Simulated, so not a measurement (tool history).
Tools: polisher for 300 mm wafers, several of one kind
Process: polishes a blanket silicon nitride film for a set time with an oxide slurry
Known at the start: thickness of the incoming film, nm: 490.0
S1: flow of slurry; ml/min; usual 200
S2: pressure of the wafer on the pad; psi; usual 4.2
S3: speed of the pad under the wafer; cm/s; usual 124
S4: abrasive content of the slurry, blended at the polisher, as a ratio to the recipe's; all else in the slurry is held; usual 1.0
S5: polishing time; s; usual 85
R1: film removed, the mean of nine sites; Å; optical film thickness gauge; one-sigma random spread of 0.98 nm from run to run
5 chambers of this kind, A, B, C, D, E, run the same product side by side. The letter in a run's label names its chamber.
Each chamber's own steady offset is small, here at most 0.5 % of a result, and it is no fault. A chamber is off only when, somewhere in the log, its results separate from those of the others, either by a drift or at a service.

{"run": "1D", "day": 0.192, "S1": 200, "S2": 4.2, "S3": 124, "S4": 1.0, "S5": 85, "R1": 886.99}
{"run": "2A", "day": 0.358, "S1": 200, "S2": 4.2, "S3": 124, "S4": 1.0, "S5": 85, "R1": 896.69}
{"day": 0.438, "done": "chamber C: conditioning disc replaced and pad reconditioned"}
{"day": 0.488, "done": "chamber D: slurry blender recalibrated"}
{"run": "3E", "day": 0.571, "S1": 200, "S2": 4.2, "S3": 124, "S4": 1.0, "S5": 85, "R1": 903.53}
{"day": 0.783, "done": "chamber E: slurry blender recalibrated"}
{"run": "4B", "day": 0.829, "S1": 200, "S2": 4.2, "S3": 124, "S4": 1.0, "S5": 85, "R1": 910.4}
{"day": 0.879, "done": "chamber A: worn pad replaced by a new one"}
{"run": "5C", "day": 1.012, "S1": 200, "S2": 4.2, "S3": 124, "S4": 1.0, "S5": 85, "R1": 935.85}
{"run": "6C", "day": 1.15, "S1": 200, "S2": 4.2, "S3": 124, "S4": 1.0, "S5": 85, "R1": 904.56}
{"run": "7A", "day": 1.283, "S1": 200, "S2": 4.2, "S3": 124, "S4": 1.0, "S5": 85, "R1": 919.2}
{"run": "8B", "day": 1.517, "S1": 200, "S2": 4.2, "S3": 124, "S4": 1.0, "S5": 85, "R1": 931.61}
{"run": "9D", "day": 1.717, "S1": 200, "S2": 4.2, "S3": 124, "S4": 1.0, "S5": 85, "R1": 901.04}
{"run": "10E", "day": 1.9, "S1": 200, "S2": 4.2, "S3": 124, "S4": 1.0, "S5": 85, "R1": 895.04}
{"run": "11E", "day": 2.146, "S1": 200, "S2": 4.2, "S3": 124, "S4": 1.0, "S5": 85, "R1": 922.32}
{"day": 2.233, "done": "chamber B: conditioning disc replaced and pad reconditioned"}
{"run": "12B", "day": 2.267, "S1": 200, "S2": 4.2, "S3": 124, "S4": 1.0, "S5": 85, "R1": 916.03}
{"run": "13D", "day": 2.533, "S1": 200, "S2": 4.2, "S3": 124, "S4": 1.0, "S5": 85, "R1": 888.53}
{"day": 2.675, "done": "chamber C: slurry blender recalibrated"}
{"run": "14A", "day": 2.788, "S1": 200, "S2": 4.2, "S3": 124, "S4": 1.0, "S5": 85, "R1": 874.31}
{"run": "15C", "day": 3.025, "S1": 200, "S2": 4.2, "S3": 124, "S4": 1.0, "S5": 85, "R1": 901.82}
{"run": "16B", "day": 3.225, "S1": 200, "S2": 4.2, "S3": 124, "S4": 1.0, "S5": 85, "R1": 894.1}
{"run": "17D", "day": 3.488, "S1": 245, "S2": 4.2, "S3": 124, "S4": 1.0, "S5": 85, "R1": 953.56}
{"run": "18A", "day": 3.679, "S1": 245, "S2": 4.2, "S3": 124, "S4": 1.0, "S5": 85, "R1": 898.62}
{"run": "19C", "day": 3.808, "S1": 245, "S2": 4.2, "S3": 124, "S4": 1.0, "S5": 85, "R1": 925.82}
{"run": "20E", "day": 3.958, "S1": 245, "S2": 4.2, "S3": 124, "S4": 1.0, "S5": 85, "R1": 928.51}
{"day": 4.042, "done": "chamber C: worn pad replaced by a new one"}
{"day": 4.138, "done": "chamber A: slurry blender recalibrated"}
{"run": "21E", "day": 4.204, "S1": 245, "S2": 4.2, "S3": 124, "S4": 1.0, "S5": 85, "R1": 912.82}
{"run": "22A", "day": 4.471, "S1": 200, "S2": 4.2, "S3": 124, "S4": 1.0, "S5": 85, "R1": 864.52}
{"run": "23C", "day": 4.729, "S1": 200, "S2": 4.2, "S3": 146, "S4": 1.2, "S5": 85, "R1": 1115.7}
{"day": 4.892, "done": "chamber A: worn pad replaced by a new one"}
{"run": "24B", "day": 4.933, "S1": 200, "S2": 4.2, "S3": 146, "S4": 1.2, "S5": 85, "R1": 1119.8}
{"run": "25D", "day": 5.062, "S1": 200, "S2": 4.2, "S3": 146, "S4": 1.2, "S5": 85, "R1": 1123.3}
{"run": "26E", "day": 5.258, "S1": 200, "S2": 4.2, "S3": 146, "S4": 1.2, "S5": 85, "R1": 1121.1}
{"run": "27A", "day": 5.512, "S1": 200, "S2": 4.2, "S3": 146, "S4": 1.2, "S5": 85, "R1": 1038.6}
{"day": 5.654, "done": "chamber D: worn pad replaced by a new one"}
{"run": "28C", "day": 5.692, "S1": 200, "S2": 4.2, "S3": 124, "S4": 1.0, "S5": 85, "R1": 900.7}
{"day": 5.796, "done": "chamber E: worn pad replaced by a new one"}
{"day": 5.838, "done": "chamber D: slurry blender recalibrated"}
{"run": "29B", "day": 5.925, "S1": 200, "S2": 4.2, "S3": 124, "S4": 1.0, "S5": 85, "R1": 910.12}
{"run": "30D", "day": 6.062, "S1": 200, "S2": 4.2, "S3": 124, "S4": 0.8, "S5": 85, "R1": 815.98}
{"run": "31D", "day": 6.258, "S1": 200, "S2": 4.2, "S3": 124, "S4": 0.8, "S5": 85, "R1": 820.8}
{"run": "32A", "day": 6.529, "S1": 200, "S2": 4.2, "S3": 124, "S4": 0.8, "S5": 85, "R1": 762.34}
{"run": "33B", "day": 6.742, "S1": 200, "S2": 4.2, "S3": 124, "S4": 0.8, "S5": 85, "R1": 825.97}
{"run": "34C", "day": 6.954, "S1": 200, "S2": 4.2, "S3": 124, "S4": 0.8, "S5": 85, "R1": 830.22}
{"run": "35E", "day": 7.179, "S1": 200, "S2": 4.2, "S3": 124, "S4": 1.0, "S5": 85, "R1": 898.79}
{"run": "36A", "day": 7.358, "S1": 200, "S2": 4.2, "S3": 124, "S4": 1.0, "S5": 85, "R1": 816.02}
{"day": 7.429, "done": "chamber B: worn pad replaced by a new one"}
{"run": "37C", "day": 7.617, "S1": 200, "S2": 4.2, "S3": 124, "S4": 1.0, "S5": 85, "R1": 907.58}
{"run": "38D", "day": 7.808, "S1": 200, "S2": 4.2, "S3": 124, "S4": 1.0, "S5": 85, "R1": 891.46}
{"run": "39B", "day": 8.046, "S1": 200, "S2": 4.2, "S3": 124, "S4": 1.0, "S5": 85, "R1": 903.37}
{"day": 8.067, "done": "chamber A: conditioning disc replaced and pad reconditioned"}
{"run": "40E", "day": 8.171, "S1": 200, "S2": 4.2, "S3": 124, "S4": 1.0, "S5": 85, "R1": 911.79}
{"day": 8.304, "done": "chamber D: conditioning disc replaced and pad reconditioned"}
{"run": "41B", "day": 8.338, "S1": 200, "S2": 5.5, "S3": 124, "S4": 1.0, "S5": 96, "R1": 1351.8}
{"run": "42A", "day": 8.458, "S1": 200, "S2": 5.5, "S3": 124, "S4": 1.0, "S5": 96, "R1": 1202.1}
{"run": "43D", "day": 8.662, "S1": 200, "S2": 5.5, "S3": 124, "S4": 1.0, "S5": 96, "R1": 1346.5}

Predict what each chamber gives when all 5 of them run the settings below next.
{"run": "44A", "day": 8.858, "S1": 200, "S2": 4.2, "S3": 124, "S4": 1.0, "S5": 85, "R1": "?"}
{"run": "44B", "day": 8.858, "S1": 200, "S2": 4.2, "S3": 124, "S4": 1.0, "S5": 85, "R1": "?"}
{"run": "44C", "day": 8.858, "S1": 200, "S2": 4.2, "S3": 124, "S4": 1.0, "S5": 85, "R1": "?"}
{"run": "44D", "day": 8.858, "S1": 200, "S2": 4.2, "S3": 124, "S4": 1.0, "S5": 85, "R1": "?"}
{"run": "44E", "day": 8.858, "S1": 200, "S2": 4.2, "S3": 124, "S4": 1.0, "S5": 85, "R1": "?"}

run=44A R1=813.37
run=44B R1=914.28
run=44C R1=912.89
run=44D R1=900.86
run=44E R1=919.22

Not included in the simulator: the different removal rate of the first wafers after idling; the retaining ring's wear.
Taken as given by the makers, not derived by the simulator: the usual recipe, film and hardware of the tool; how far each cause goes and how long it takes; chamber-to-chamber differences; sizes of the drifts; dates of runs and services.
